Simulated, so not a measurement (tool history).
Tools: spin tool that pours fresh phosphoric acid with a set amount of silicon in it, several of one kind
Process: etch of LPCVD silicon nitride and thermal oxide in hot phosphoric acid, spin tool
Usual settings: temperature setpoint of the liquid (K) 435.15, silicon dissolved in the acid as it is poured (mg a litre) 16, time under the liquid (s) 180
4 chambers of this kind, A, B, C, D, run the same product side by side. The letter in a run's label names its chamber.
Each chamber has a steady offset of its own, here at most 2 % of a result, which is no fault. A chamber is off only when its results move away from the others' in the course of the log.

| run | hour | temperature setpoint of the liquid (K) | silicon dissolved in the acid as it is poured (mg a litre) | time under the liquid (s) | read-back film thickness of the LPCVD silicon nitride reference wafer, read on the same gauge (nm) | read-back film thickness of the thermal oxide reference wafer, read on the same gauge (nm) | thickness taken off the LPCVD silicon nitride on a monitor wafer (nm) | thickness taken off the thermal oxide on a monitor wafer (nm) |
|---|---|---|---|---|---|---|---|---|
| 1A | 4.3 | 435.15 | 16 | 180 | 129.97 | 39.999 | 15.535 | 0.41655 |
| 2C | 9.3 | 435.15 | 16 | 180 | 130.01 | 40.001 | 15.502 | 0.38323 |
| 3B | 12.4 | 435.15 | 16 | 180 | 129.99 | 39.998 | 15.4 | 0.40819 |
| 4D | 18.2 | 435.15 | 16 | 180 | 129.98 | 39.988 | 15.829 | 0.43123 |
| 5C | 24.1 | 435.15 | 16 | 180 | 129.99 | 39.987 | 15.565 | 0.39522 |
|  | 28.9 | chamber C: thermometer replaced |
| 6A | 29.2 | 435.15 | 16 | 180 | 130.01 | 40.008 | 15.712 | 0.42834 |
| 7B | 34.7 | 435.15 | 16 | 180 | 130.03 | 40.012 | 15.588 | 0.40568 |
| 8D | 39.1 | 435.15 | 16 | 180 | 129.98 | 40.019 | 15.718 | 0.45151 |
| 9A | 42.2 | 435.15 | 16 | 180 | 129.98 | 40.008 | 15.651 | 0.38533 |
| 10C | 49 | 435.15 | 23 | 220 | 129.99 | 40.007 | 19.063 | 0.38962 |
| 11D | 54.9 | 435.15 | 23 | 220 | 130 | 39.986 | 19.109 | 0.39181 |
| 12B | 60.6 | 435.15 | 23 | 220 | 130 | 40.001 | 19.022 | 0.3858 |
| 13D | 66.9 | 435.15 | 23 | 220 | 130.01 | 40.013 | 19.033 | 0.4022 |
| 14B | 71.8 | 435.15 | 16 | 180 | 129.99 | 40.008 | 15.565 | 0.36587 |
| 15A | 75.7 | 435.15 | 16 | 180 | 129.98 | 39.983 | 15.56 | 0.39652 |
| 16C | 80.2 | 435.15 | 16 | 145 | 129.99 | 40.012 | 12.496 | 0.29668 |
| 17C | 84.6 | 435.15 | 16 | 145 | 129.96 | 39.994 | 12.545 | 0.30228 |
| 18A | 89.3 | 435.15 | 16 | 145 | 130 | 39.992 | 12.639 | 0.32933 |
| 19D | 93.8 | 435.15 | 16 | 145 | 130.01 | 40.003 | 12.396 | 0.31269 |
| 20B | 98 | 435.15 | 16 | 180 | 130.01 | 40.002 | 15.562 | 0.4151 |
| 21B | 102.3 | 435.15 | 16 | 250 | 130 | 40.02 | 21.738 | 0.5742 |
| 22C | 108.4 | 435.15 | 16 | 250 | 130.01 | 40.009 | 21.526 | 0.5472 |
| 23D | 112.4 | 435.15 | 16 | 250 | 130 | 40.018 | 21.25 | 0.50882 |
| 24A | 116.5 | 435.15 | 16 | 250 | 129.97 | 39.986 | 21.72 | 0.55722 |
| 25A | 121.5 | 435.15 | 16 | 95 | 129.99 | 39.991 | 8.2783 | 0.2147 |

What goes on in this fleet: one chamber off, a drifting gauge, or nothing beyond the chambers' own small offsets? Name the chamber and the cause, if any.

Chamber D drifts away from the others.
Cause: liquid colder than its thermometer reads (K) = 1.15.
The log may not tell that from: temperature lost on the way to the wafer (K).

Here are 4 candidates for chamber D's next run, each the usual settings with a change, their results left as question marks. Which one brings its results back in line with what the others give on the usual settings?
In line means no further than this from the other chambers' mean on the usual settings: thickness taken off the LPCVD silicon nitride on a monitor wafer (nm) 0.19; thickness taken off the thermal oxide on a monitor wafer (nm) 0.085
| 26D-1 | 126.4 | 435.15 | 14 | 185 |  |  | ? | ? |
| 26D-2 | 126.4 | 435.15 | 18 | 175 |  |  | ? | ? |
| 26D-3 | 126.4 | 435.65 | 12 | 185 |  |  | ? | ? |
| 26D-4 | 126.4 | 434.65 | 20 | 175 |  |  | ? | ? |

The other chambers' mean on the usual settings: thickness taken off the LPCVD silicon nitride on a monitor wafer (nm) 15.58; thickness taken off the thermal oxide on a monitor wafer (nm) 0.40172
| run | thickness taken off the LPCVD silicon nitride on a monitor wafer (nm) | thickness taken off the thermal oxide on a monitor wafer (nm) |
|---|---|---|
| 26D-1 | 15.598 | 0.40936 |
| 26D-2 | 14.755 | 0.34946 |
| 26D-3 | 15.867 | 0.44579 |
| 26D-4 | 14.505 | 0.31834 |
26D-1 brings the chamber back in line.

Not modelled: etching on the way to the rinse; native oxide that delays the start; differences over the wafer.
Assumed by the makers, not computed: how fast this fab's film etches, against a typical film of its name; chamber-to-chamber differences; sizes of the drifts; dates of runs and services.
